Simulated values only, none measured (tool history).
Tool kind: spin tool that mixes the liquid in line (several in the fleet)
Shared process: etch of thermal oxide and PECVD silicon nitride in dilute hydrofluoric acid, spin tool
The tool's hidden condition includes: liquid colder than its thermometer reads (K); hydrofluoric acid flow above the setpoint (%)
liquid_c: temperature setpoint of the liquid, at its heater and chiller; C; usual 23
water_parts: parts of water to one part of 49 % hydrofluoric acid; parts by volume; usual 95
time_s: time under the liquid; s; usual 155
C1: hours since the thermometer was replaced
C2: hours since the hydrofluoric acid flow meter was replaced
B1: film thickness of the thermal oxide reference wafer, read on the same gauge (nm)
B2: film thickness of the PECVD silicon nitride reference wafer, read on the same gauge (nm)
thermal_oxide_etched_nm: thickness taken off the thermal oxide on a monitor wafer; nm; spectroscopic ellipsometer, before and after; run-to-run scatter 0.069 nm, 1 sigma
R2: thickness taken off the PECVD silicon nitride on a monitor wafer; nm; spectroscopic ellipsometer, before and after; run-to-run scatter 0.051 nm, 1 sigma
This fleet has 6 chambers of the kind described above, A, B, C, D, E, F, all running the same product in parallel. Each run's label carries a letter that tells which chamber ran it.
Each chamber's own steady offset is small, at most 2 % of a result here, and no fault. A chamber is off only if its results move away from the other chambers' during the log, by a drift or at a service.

run 1F hour=7.2 | liquid_c=23 water_parts=95 time_s=155 | C1=728.3 C2=779.1 | B1=139.99 B2=89.987 | thermal_oxide_etched_nm=7.8515 R2=8.569
-- hour=12.2 chamber F: thermometer replaced
run 2D hour=13.4 | liquid_c=23 water_parts=95 time_s=155 | C1=1461 C2=1988.3 | B1=140.01 B2=90.037 | thermal_oxide_etched_nm=7.4982 R2=8.7104
run 3B hour=19.9 | liquid_c=23 water_parts=95 time_s=155 | C1=759.3 C2=653.6 | B1=139.99 B2=89.974 | thermal_oxide_etched_nm=7.6698 R2=8.6957
run 4A hour=27.2 | liquid_c=23 water_parts=95 time_s=155 | C1=43.4 C2=627 | B1=140.01 B2=90.025 | thermal_oxide_etched_nm=7.5644 R2=8.5425
run 5E hour=32 | liquid_c=23 water_parts=95 time_s=155 | C1=1321.1 C2=1679.9 | B1=140.01 B2=90.017 | thermal_oxide_etched_nm=7.7991 R2=8.672
run 6C hour=41 | liquid_c=23 water_parts=95 time_s=155 | C1=1140.2 C2=321.7 | B1=139.98 B2=90.027 | thermal_oxide_etched_nm=7.6017 R2=8.7042
run 7A hour=46.7 | liquid_c=23 water_parts=95 time_s=155 | C1=62.9 C2=646.5 | B1=140 B2=90.017 | thermal_oxide_etched_nm=7.7177 R2=8.6984
run 8C hour=52 | liquid_c=27.5 water_parts=95 time_s=100 | C1=1151.2 C2=332.7 | B1=140.02 B2=89.991 | thermal_oxide_etched_nm=5.9446 R2=7.5443
run 9D hour=56.9 | liquid_c=27.5 water_parts=95 time_s=100 | C1=1504.5 C2=2031.8 | B1=139.98 B2=89.949 | thermal_oxide_etched_nm=5.8622 R2=7.5296
-- hour=63.2 chamber D: hydrofluoric acid flow meter replaced
run 10F hour=66.6 | liquid_c=27.5 water_parts=95 time_s=100 | C1=54.5 C2=838.5 | B1=139.98 B2=90.012 | thermal_oxide_etched_nm=5.9546 R2=7.556
run 11B hour=77 | liquid_c=27.5 water_parts=95 time_s=100 | C1=816.4 C2=710.7 | B1=139.99 B2=90.044 | thermal_oxide_etched_nm=5.8483 R2=7.4329
run 12E hour=84.2 | liquid_c=27.5 water_parts=95 time_s=100 | C1=1373.3 C2=1732.1 | B1=139.99 B2=89.995 | thermal_oxide_etched_nm=5.9543 R2=7.411
run 13E hour=93.7 | liquid_c=27.5 water_parts=95 time_s=100 | C1=1382.8 C2=1741.6 | B1=139.98 B2=90.026 | thermal_oxide_etched_nm=5.9641 R2=7.4902
run 14C hour=99.5 | liquid_c=23 water_parts=125 time_s=90 | C1=1198.7 C2=380.2 | B1=140.02 B2=89.987 | thermal_oxide_etched_nm=3.1803 R2=3.8006
run 15A hour=108.8 | liquid_c=23 water_parts=125 time_s=90 | C1=125 C2=708.6 | B1=140 B2=89.948 | thermal_oxide_etched_nm=3.193 R2=3.8152
run 16F hour=114.4 | liquid_c=23 water_parts=125 time_s=90 | C1=102.3 C2=886.3 | B1=139.99 B2=89.999 | thermal_oxide_etched_nm=3.3203 R2=3.8536
run 17D hour=120.1 | liquid_c=23 water_parts=125 time_s=90 | C1=1567.7 C2=56.9 | B1=139.99 B2=90.033 | thermal_oxide_etched_nm=3.2368 R2=3.8566
run 18B hour=126.7 | liquid_c=23 water_parts=125 time_s=90 | C1=866.1 C2=760.4 | B1=140 B2=90.026 | thermal_oxide_etched_nm=3.2623 R2=3.8362
run 19B hour=137.2 | liquid_c=23 water_parts=125 time_s=90 | C1=876.6 C2=770.9 | B1=140.01 B2=90 | thermal_oxide_etched_nm=3.2202 R2=3.872
-- hour=145.1 chamber C: hydrofluoric acid flow meter replaced
run 20A hour=147 | liquid_c=23 water_parts=95 time_s=155 | C1=163.2 C2=746.8 | B1=140 B2=89.987 | thermal_oxide_etched_nm=7.5941 R2=8.6597
-- hour=152.4 chamber A: hydrofluoric acid flow meter replaced
run 21D hour=152.9 | liquid_c=23 water_parts=95 time_s=155 | C1=1600.5 C2=89.7 | B1=140 B2=90.012 | thermal_oxide_etched_nm=7.6765 R2=8.5405
run 22C hour=162.5 | liquid_c=23 water_parts=95 time_s=155 | C1=1261.7 C2=17.5 | B1=140.01 B2=90.013 | thermal_oxide_etched_nm=7.5722 R2=8.6074
run 23E hour=168.3 | liquid_c=23 water_parts=95 time_s=155 | C1=1457.4 C2=1816.2 | B1=140.01 B2=89.997 | thermal_oxide_etched_nm=7.8072 R2=8.6387
run 24F hour=177.9 | liquid_c=23 water_parts=95 time_s=155 | C1=165.8 C2=949.8 | B1=140 B2=90.006 | thermal_oxide_etched_nm=7.8403 R2=8.6694
run 25D hour=186.2 | liquid_c=23 water_parts=95 time_s=155 | C1=1633.8 C2=123 | B1=139.99 B2=89.959 | thermal_oxide_etched_nm=7.574 R2=8.6976
run 26A hour=194.3 | liquid_c=27 water_parts=95 time_s=90 | C1=210.5 C2=41.9 | B1=139.98 B2=89.991 | thermal_oxide_etched_nm=5.1798 R2=6.4847
run 27F hour=202.4 | liquid_c=27 water_parts=95 time_s=90 | C1=190.3 C2=974.3 | B1=139.99 B2=89.999 | thermal_oxide_etched_nm=5.3476 R2=6.5705
run 28E hour=211.3 | liquid_c=27 water_parts=95 time_s=90 | C1=1500.4 C2=1859.2 | B1=140 B2=89.973 | thermal_oxide_etched_nm=5.1823 R2=6.418
run 29B hour=222.3 | liquid_c=27 water_parts=95 time_s=90 | C1=961.7 C2=856 | B1=139.99 B2=89.991 | thermal_oxide_etched_nm=5.2721 R2=6.5381
run 30C hour=227.6 | liquid_c=27 water_parts=95 time_s=90 | C1=1326.8 C2=82.6 | B1=139.99 B2=89.987 | thermal_oxide_etched_nm=5.1787 R2=6.5179
run 31A hour=233.1 | liquid_c=27 water_parts=95 time_s=90 | C1=249.3 C2=80.7 | B1=140 B2=89.996 | thermal_oxide_etched_nm=5.1031 R2=6.5119
run 32F hour=238.7 | liquid_c=23 water_parts=95 time_s=155 | C1=226.6 C2=1010.6 | B1=140 B2=90.062 | thermal_oxide_etched_nm=7.7891 R2=8.7093
run 33E hour=244.1 | liquid_c=23 water_parts=95 time_s=155 | C1=1533.2 C2=1892 | B1=140.01 B2=90.018 | thermal_oxide_etched_nm=7.7515 R2=8.6182
run 34C hour=251.1 | liquid_c=23 water_parts=95 time_s=155 | C1=1350.3 C2=106.1 | B1=140 B2=90.008 | thermal_oxide_etched_nm=7.5265 R2=8.5694
run 35B hour=261.5 | liquid_c=23 water_parts=95 time_s=155 | C1=1000.9 C2=895.2 | B1=139.99 B2=90.03 | thermal_oxide_etched_nm=7.6775 R2=8.6024
run 36D hour=270.5 | liquid_c=23 water_parts=95 time_s=155 | C1=1718.1 C2=207.3 | B1=140.03 B2=90.019 | thermal_oxide_etched_nm=7.5456 R2=8.6133
run 37D hour=281.3 | liquid_c=23 water_parts=95 time_s=155 | C1=1728.9 C2=218.1 | B1=140 B2=89.986 | thermal_oxide_etched_nm=7.7086 R2=8.6416
run 38B hour=286.9 | liquid_c=23 water_parts=95 time_s=155 | C1=1026.3 C2=920.6 | B1=140 B2=89.986 | thermal_oxide_etched_nm=7.5803 R2=8.6006
run 39F hour=293.3 | liquid_c=23 water_parts=95 time_s=155 | C1=281.2 C2=1065.2 | B1=139.99 B2=89.968 | thermal_oxide_etched_nm=7.6676 R2=8.7058

For the next run the whole fleet of 6 chambers uses the same settings. Give each chamber's results:
run 40A hour=301.2 | liquid_c=23 water_parts=95 time_s=100 | thermal_oxide_etched_nm=? R2=?
run 40B hour=301.2 | liquid_c=23 water_parts=95 time_s=100 | thermal_oxide_etched_nm=? R2=?
run 40C hour=301.2 | liquid_c=23 water_parts=95 time_s=100 | thermal_oxide_etched_nm=? R2=?
run 40D hour=301.2 | liquid_c=23 water_parts=95 time_s=100 | thermal_oxide_etched_nm=? R2=?
run 40E hour=301.2 | liquid_c=23 water_parts=95 time_s=100 | thermal_oxide_etched_nm=? R2=?
run 40F hour=301.2 | liquid_c=23 water_parts=95 time_s=100 | thermal_oxide_etched_nm=? R2=?

run=40A thermal_oxide_etched_nm=4.8442 R2=5.5278
run=40B thermal_oxide_etched_nm=4.898 R2=5.5679
run=40C thermal_oxide_etched_nm=4.8649 R2=5.5088
run=40D thermal_oxide_etched_nm=4.9169 R2=5.5862
run=40E thermal_oxide_etched_nm=4.9411 R2=5.5465
run=40F thermal_oxide_etched_nm=5.0315 R2=5.678

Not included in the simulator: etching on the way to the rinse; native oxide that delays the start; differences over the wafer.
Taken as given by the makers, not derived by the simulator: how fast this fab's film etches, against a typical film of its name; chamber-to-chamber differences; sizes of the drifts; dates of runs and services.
